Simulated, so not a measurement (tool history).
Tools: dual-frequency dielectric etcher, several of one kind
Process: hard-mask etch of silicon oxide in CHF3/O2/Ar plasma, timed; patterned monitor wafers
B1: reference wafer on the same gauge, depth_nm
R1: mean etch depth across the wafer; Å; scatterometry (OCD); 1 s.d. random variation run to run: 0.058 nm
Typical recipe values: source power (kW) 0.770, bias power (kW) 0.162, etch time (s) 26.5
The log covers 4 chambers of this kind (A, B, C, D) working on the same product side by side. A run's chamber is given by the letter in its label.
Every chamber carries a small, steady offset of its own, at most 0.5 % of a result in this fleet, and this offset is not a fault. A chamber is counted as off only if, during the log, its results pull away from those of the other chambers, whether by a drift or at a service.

Run 1C, hour 13.2: usual settings; B1 59.802. Result: R1 556.93 Å.
Run 2B, hour 25.6: usual settings; B1 59.770. Result: R1 558.01 Å.
Run 3A, hour 36.3: usual settings; B1 59.768. Result: R1 557.39 Å.
Run 4D, hour 46.4: usual settings; B1 59.778. Result: R1 558.85 Å.
Run 5A, hour 62.0: usual settings; B1 59.755. Result: R1 556.54 Å.
Run 6D, hour 74.1: usual settings but source power (kW) 0.680, etch time (s) 22.5; B1 59.727. Result: R1 452.51 Å.
Run 7C, hour 80.8: usual settings but source power (kW) 0.680, etch time (s) 22.5; B1 59.736. Result: R1 450.42 Å.
Run 8B, hour 89.7: usual settings but source power (kW) 0.680, etch time (s) 22.5; B1 59.724. Result: R1 449.96 Å.
Run 9B, hour 99.9: usual settings but source power (kW) 0.680, etch time (s) 22.5; B1 59.732. Result: R1 450.42 Å.
At hour 109.5: chamber D: wet clean of the chamber.
Run 10D, hour 113.8: usual settings; B1 59.702. Result: R1 559.64 Å.
Run 11A, hour 128.7: usual settings; B1 59.681. Result: R1 556.99 Å.
Run 12C, hour 137.2: usual settings; B1 59.691. Result: R1 556.87 Å.
Run 13A, hour 150.0: usual settings; B1 59.674. Result: R1 557.45 Å.
Run 14D, hour 164.2: usual settings; B1 59.666. Result: R1 558.53 Å.
Run 15B, hour 178.3: usual settings; B1 59.680. Result: R1 556.24 Å.
Run 16C, hour 189.8: usual settings; B1 59.643. Result: R1 556.10 Å.
Run 17C, hour 198.9: usual settings; B1 59.653. Result: R1 556.05 Å.
Run 18A, hour 213.1: usual settings; B1 59.626. Result: R1 556.16 Å.
At hour 221.6: chamber C: source power generator calibrated.
Run 19B, hour 226.8: usual settings; B1 59.634. Result: R1 555.36 Å.
Run 20D, hour 238.5: usual settings; B1 59.605. Result: R1 557.63 Å.
Run 21B, hour 247.9: usual settings; B1 59.621. Result: R1 555.30 Å.
Run 22D, hour 262.6: usual settings; B1 59.596. Result: R1 557.48 Å.
Run 23A, hour 275.8: usual settings; B1 59.571. Result: R1 555.21 Å.
Run 24C, hour 285.7: usual settings; B1 59.565. Result: R1 554.61 Å.
Run 25D, hour 297.7: usual settings; B1 59.561. Result: R1 556.89 Å.
Run 26B, hour 310.7: usual settings but source power (kW) 0.620, etch time (s) 22.0; B1 59.527. Result: R1 423.15 Å.

Is one chamber off against the others, does the gauge drift, or is nothing wrong? If a chamber is off, say which, and what the likeliest cause is.

None of the chambers is off. What moves is the gauge, dragging all their readings along together.
Cause: gauge reads low (%) = 0.431.

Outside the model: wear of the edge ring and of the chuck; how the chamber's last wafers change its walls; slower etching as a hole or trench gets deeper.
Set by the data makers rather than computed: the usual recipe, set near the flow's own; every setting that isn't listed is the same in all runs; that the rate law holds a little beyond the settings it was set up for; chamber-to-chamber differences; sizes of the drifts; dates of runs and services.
